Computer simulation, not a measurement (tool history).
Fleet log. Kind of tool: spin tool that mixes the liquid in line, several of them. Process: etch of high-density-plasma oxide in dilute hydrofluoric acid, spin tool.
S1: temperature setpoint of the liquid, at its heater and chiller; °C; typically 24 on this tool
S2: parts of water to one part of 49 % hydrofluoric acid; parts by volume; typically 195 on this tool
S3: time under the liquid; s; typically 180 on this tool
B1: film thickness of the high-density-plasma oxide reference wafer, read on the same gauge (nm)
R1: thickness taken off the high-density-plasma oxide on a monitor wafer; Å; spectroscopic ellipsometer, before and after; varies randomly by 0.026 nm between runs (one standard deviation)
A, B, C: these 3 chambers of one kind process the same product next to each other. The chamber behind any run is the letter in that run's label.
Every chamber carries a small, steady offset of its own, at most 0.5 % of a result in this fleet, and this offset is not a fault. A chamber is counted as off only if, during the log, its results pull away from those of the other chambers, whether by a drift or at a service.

| run | day | S1 | S2 | S3 | B1 | R1 |
|---|---|---|---|---|---|---|
| 1A | 0.475 | 24 | 195 | 180 | 90.024 | 42.605 |
| 2C | 0.954 | 24 | 195 | 180 | 89.997 | 41.503 |
| 3B | 1.212 | 24 | 195 | 180 | 89.983 | 41.877 |
| 4C | 1.558 | 24 | 195 | 180 | 89.982 | 41.867 |
| 5A | 1.817 | 24 | 195 | 180 | 89.965 | 42.199 |
| 6B | 2.342 | 24 | 195 | 180 | 90.003 | 42.42 |
| 7B | 2.808 | 24 | 195 | 180 | 89.987 | 42.285 |
| 8C | 3.308 | 24 | 195 | 180 | 90.013 | 41.986 |
| 9A | 3.792 | 24 | 195 | 180 | 89.998 | 42.576 |
|  | 4.008 | chamber A: thermometer replaced |
| 10B | 4.362 | 24 | 245 | 180 | 90.028 | 32.116 |
| 11A | 4.721 | 24 | 245 | 180 | 89.957 | 31.981 |
| 12C | 5.267 | 24 | 245 | 180 | 89.996 | 31.483 |
| 13C | 5.692 | 24 | 195 | 180 | 90.058 | 41.842 |
| 14B | 6.204 | 24 | 235 | 280 | 89.975 | 52.301 |
| 15A | 6.496 | 24 | 235 | 280 | 89.998 | 53.105 |
| 16B | 6.921 | 24 | 235 | 280 | 90.004 | 52.451 |
|  | 7.125 | chamber B: thermometer replaced |
| 17C | 7.246 | 24 | 195 | 180 | 90.018 | 41.515 |
| 18A | 7.704 | 24 | 195 | 180 | 90.042 | 42.992 |
| 19C | 8.071 | 24 | 195 | 180 | 89.994 | 42.195 |
| 20A | 8.583 | 24 | 195 | 180 | 90.012 | 43.142 |
| 21B | 8.979 | 24 | 195 | 180 | 90.019 | 42.502 |
| 22B | 9.296 | 20.5 | 275 | 180 | 89.996 | 24.653 |
| 23C | 9.75 | 20.5 | 275 | 180 | 89.974 | 24.229 |
| 24A | 10.179 | 20.5 | 275 | 180 | 89.995 | 25.117 |
| 25B | 10.483 | 24 | 195 | 180 | 89.986 | 42.179 |
| 26C | 10.742 | 24 | 195 | 180 | 89.985 | 42.388 |
| 27A | 11.033 | 24 | 195 | 180 | 90.038 | 43.842 |
| 28C | 11.467 | 24 | 195 | 180 | 90.008 | 42.21 |
| 29A | 12.012 | 24 | 195 | 180 | 89.973 | 43.613 |
| 30B | 12.279 | 24 | 145 | 240 | 89.99 | 80.373 |
| 31C | 12.817 | 24 | 145 | 240 | 89.997 | 80.593 |
| 32A | 13.288 | 24 | 145 | 240 | 90.014 | 82.57 |
| 33B | 13.742 | 24 | 195 | 180 | 89.97 | 42.261 |
| 34B | 14.138 | 24 | 195 | 180 | 90.002 | 42.049 |
| 35C | 14.583 | 24 | 195 | 180 | 89.999 | 41.965 |
| 36A | 14.983 | 24 | 195 | 180 | 89.965 | 44.088 |
| 37C | 15.5 | 24 | 195 | 180 | 89.992 | 42.219 |
| 38B | 15.775 | 24 | 195 | 85 | 89.995 | 19.729 |
| 39A | 16.212 | 24 | 195 | 85 | 89.949 | 21.178 |
| 40A | 16.738 | 24 | 195 | 85 | 89.976 | 20.792 |
|  | 17.029 | chamber C: hydrofluoric acid flow meter replaced |
| 41B | 17.171 | 24 | 195 | 180 | 90.001 | 42.1 |
| 42C | 17.717 | 24 | 195 | 180 | 90.006 | 42.287 |
| 43A | 18.108 | 24 | 195 | 180 | 89.975 | 44.929 |

Each of the 3 chambers runs these same settings next. Fill in every chamber's results:
| 44A | 18.521 | 24 | 195 | 275 |  | ? |
| 44B | 18.521 | 24 | 195 | 275 |  | ? |
| 44C | 18.521 | 24 | 195 | 275 |  | ? |

| run | R1 |
|---|---|
| 44A | 68.55 |
| 44B | 64.809 |
| 44C | 64.276 |

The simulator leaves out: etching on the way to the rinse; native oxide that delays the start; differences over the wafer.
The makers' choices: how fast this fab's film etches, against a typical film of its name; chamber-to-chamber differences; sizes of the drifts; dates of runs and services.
